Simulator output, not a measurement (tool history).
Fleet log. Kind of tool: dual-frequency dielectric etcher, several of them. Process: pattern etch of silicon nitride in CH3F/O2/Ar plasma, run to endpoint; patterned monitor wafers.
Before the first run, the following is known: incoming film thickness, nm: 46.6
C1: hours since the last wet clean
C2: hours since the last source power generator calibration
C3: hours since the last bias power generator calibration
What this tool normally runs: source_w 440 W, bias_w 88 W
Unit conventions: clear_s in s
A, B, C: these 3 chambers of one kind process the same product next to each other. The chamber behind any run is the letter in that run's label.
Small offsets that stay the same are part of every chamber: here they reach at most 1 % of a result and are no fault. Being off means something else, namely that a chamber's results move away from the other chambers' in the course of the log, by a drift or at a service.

run 1C hour=9.2 | source_w=440 bias_w=88 | C1=160.1 C2=3017.8 C3=1782.2 | clear_s=60.782
run 2B hour=20.5 | source_w=440 bias_w=88 | C1=396.9 C2=3111.6 C3=896.7 | clear_s=61.627
run 3A hour=26.6 | source_w=440 bias_w=88 | C1=128.1 C2=448.4 C3=2003.6 | clear_s=59.919
run 4C hour=35.2 | source_w=440 bias_w=88 | C1=186.1 C2=3043.8 C3=1808.2 | clear_s=61.316
run 5B hour=44 | source_w=440 bias_w=88 | C1=420.4 C2=3135.1 C3=920.2 | clear_s=60.867
run 6A hour=52.4 | source_w=440 bias_w=88 | C1=153.9 C2=474.2 C3=2029.4 | clear_s=60.609
run 7A hour=58.5 | source_w=440 bias_w=88 | C1=160 C2=480.3 C3=2035.5 | clear_s=60.691
run 8C hour=69.6 | source_w=440 bias_w=88 | C1=220.5 C2=3078.2 C3=1842.6 | clear_s=60.853
run 9B hour=78.7 | source_w=440 bias_w=88 | C1=455.1 C2=3169.8 C3=954.9 | clear_s=60.575
run 10C hour=86.7 | source_w=440 bias_w=88 | C1=237.6 C2=3095.3 C3=1859.7 | clear_s=61.16
run 11B hour=95.6 | source_w=500 bias_w=103 | C1=472 C2=3186.7 C3=971.8 | clear_s=54.748
run 12A hour=104.7 | source_w=500 bias_w=103 | C1=206.2 C2=526.5 C3=2081.7 | clear_s=54.942
run 13B hour=112.1 | source_w=500 bias_w=103 | C1=488.5 C2=3203.2 C3=988.3 | clear_s=54.388
run 14C hour=119.4 | source_w=510 bias_w=88 | C1=270.3 C2=3128 C3=1892.4 | clear_s=58.37
run 15A hour=128.1 | source_w=510 bias_w=88 | C1=229.6 C2=549.9 C3=2105.1 | clear_s=57.025
run 16A hour=137.1 | source_w=510 bias_w=88 | C1=238.6 C2=558.9 C3=2114.1 | clear_s=57.333
run 17C hour=143.7 | source_w=440 bias_w=88 | C1=294.6 C2=3152.3 C3=1916.7 | clear_s=62.767
run 18B hour=154.9 | source_w=440 bias_w=88 | C1=531.3 C2=3246 C3=1031.1 | clear_s=60.681
run 19B hour=165.3 | source_w=440 bias_w=88 | C1=541.7 C2=3256.4 C3=1041.5 | clear_s=60.704
run 20C hour=173.8 | source_w=440 bias_w=88 | C1=324.7 C2=3182.4 C3=1946.8 | clear_s=63.114
run 21A hour=178.7 | source_w=440 bias_w=88 | C1=280.2 C2=600.5 C3=2155.7 | clear_s=60.571
run 22B hour=186.3 | source_w=440 bias_w=88 | C1=562.7 C2=3277.4 C3=1062.5 | clear_s=61.658
run 23A hour=193.9 | source_w=520 bias_w=95 | C1=295.4 C2=615.7 C3=2170.9 | clear_s=55.6
run 24C hour=204.3 | source_w=520 bias_w=95 | C1=355.2 C2=3212.9 C3=1977.3 | clear_s=56.8
run 25A hour=214.1 | source_w=520 bias_w=95 | C1=315.6 C2=635.9 C3=2191.1 | clear_s=55.993

What goes on in this fleet: one chamber off, a drifting gauge, or nothing beyond the chambers' own small offsets? Name the chamber and the cause, if any.

One chamber, C, drifts off from the rest bit by bit.
Most likely cause: etch rate under this chamber's usual, % = 4.54.

Which of the 4 candidates below, each the usual settings with something changed and its results left as question marks, puts chamber C back in line with what the other chambers give on the usual settings?
In line means no further than this from the other chambers' mean on the usual settings: clear_s 1.6 s
run 26C-1 hour=222.4 | source_w=440 bias_w=77 | clear_s=?
run 26C-2 hour=222.4 | source_w=440 bias_w=68 | clear_s=?
run 26C-3 hour=222.4 | source_w=500 bias_w=99 | clear_s=?
run 26C-4 hour=222.4 | source_w=440 bias_w=99 | clear_s=?

Mean of the other chambers on the usual settings: clear_s 60.913 s
run=26C-1 clear_s=66.894
run=26C-2 clear_s=69.83
run=26C-3 clear_s=58.316
run=26C-4 clear_s=61.125
Change 26C-4 lands the chamber within the allowed miss of the other chambers.
